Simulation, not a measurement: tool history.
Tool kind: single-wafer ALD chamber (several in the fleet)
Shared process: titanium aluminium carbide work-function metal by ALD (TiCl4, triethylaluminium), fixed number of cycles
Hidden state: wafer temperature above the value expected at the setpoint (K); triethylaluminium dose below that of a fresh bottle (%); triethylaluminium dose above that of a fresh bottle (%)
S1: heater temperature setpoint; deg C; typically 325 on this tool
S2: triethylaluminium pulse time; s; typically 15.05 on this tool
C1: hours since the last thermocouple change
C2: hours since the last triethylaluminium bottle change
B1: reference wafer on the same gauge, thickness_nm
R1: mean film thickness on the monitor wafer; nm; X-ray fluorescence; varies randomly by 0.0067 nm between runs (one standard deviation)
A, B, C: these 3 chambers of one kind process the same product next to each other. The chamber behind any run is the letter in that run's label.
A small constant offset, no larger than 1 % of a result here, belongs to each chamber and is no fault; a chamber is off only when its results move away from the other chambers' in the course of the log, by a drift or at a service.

run 1A hour=3.9 | S1=325 S2=15.05 | C1=1359.4 C2=196.1 | B1=2.3803 | R1=2.2717
run 2B hour=8.7 | S1=325 S2=15.05 | C1=886.0 C2=1224.2 | B1=2.3806 | R1=2.2955
run 3C hour=12.7 | S1=325 S2=15.05 | C1=640.3 C2=1178.5 | B1=2.3801 | R1=2.2909
run 4A hour=17.8 | S1=325 S2=15.05 | C1=1373.3 C2=210.0 | B1=2.3778 | R1=2.2580
run 5B hour=22.9 | S1=325 S2=15.05 | C1=900.2 C2=1238.4 | B1=2.3793 | R1=2.2794
run 6C hour=30.1 | S1=325 S2=15.05 | C1=657.7 C2=1195.9 | B1=2.3810 | R1=2.2987
run 7B hour=38.1 | S1=325 S2=15.05 | C1=915.4 C2=1253.6 | B1=2.3804 | R1=2.2805
run 8A hour=45.7 | S1=325 S2=15.05 | C1=1401.2 C2=237.9 | B1=2.3802 | R1=2.2645
run 9C hour=50.0 | S1=339 S2=18.07 | C1=677.6 C2=1215.8 | B1=2.3805 | R1=2.4389
run 10C hour=57.4 | S1=339 S2=18.07 | C1=685.0 C2=1223.2 | B1=2.3793 | R1=2.4352
run 11B hour=61.0 | S1=339 S2=18.07 | C1=938.3 C2=1276.5 | B1=2.3798 | R1=2.4254
run 12A hour=68.6 | S1=325 S2=15.05 | C1=1424.1 C2=260.8 | B1=2.3792 | R1=2.2667
run 13C hour=74.8 | S1=325 S2=15.05 | C1=702.4 C2=1240.6 | B1=2.3807 | R1=2.2898
run 14A hour=79.2 | S1=325 S2=15.05 | C1=1434.7 C2=271.4 | B1=2.3786 | R1=2.2723
run 15B hour=85.7 | S1=325 S2=15.05 | C1=963.0 C2=1301.2 | B1=2.3817 | R1=2.2842
run 16B hour=92.9 | S1=325 S2=15.05 | C1=970.2 C2=1308.4 | B1=2.3813 | R1=2.2866
run 17A hour=96.5 | S1=325 S2=15.05 | C1=1452.0 C2=288.7 | B1=2.3802 | R1=2.2692
run 18C hour=102.1 | S1=325 S2=18.63 | C1=729.7 C2=1267.9 | B1=2.3808 | R1=2.2939
run 19C hour=108.2 | S1=325 S2=18.63 | C1=735.8 C2=1274.0 | B1=2.3792 | R1=2.3025
run 20A hour=115.0 | S1=325 S2=18.63 | C1=1470.5 C2=307.2 | B1=2.3805 | R1=2.2707

Is one chamber off against the others, does the gauge drift, or is nothing wrong? If a chamber is off, say which, and what the likeliest cause is.

No chamber stands off beyond its own small offset, and the gauge holds steady.
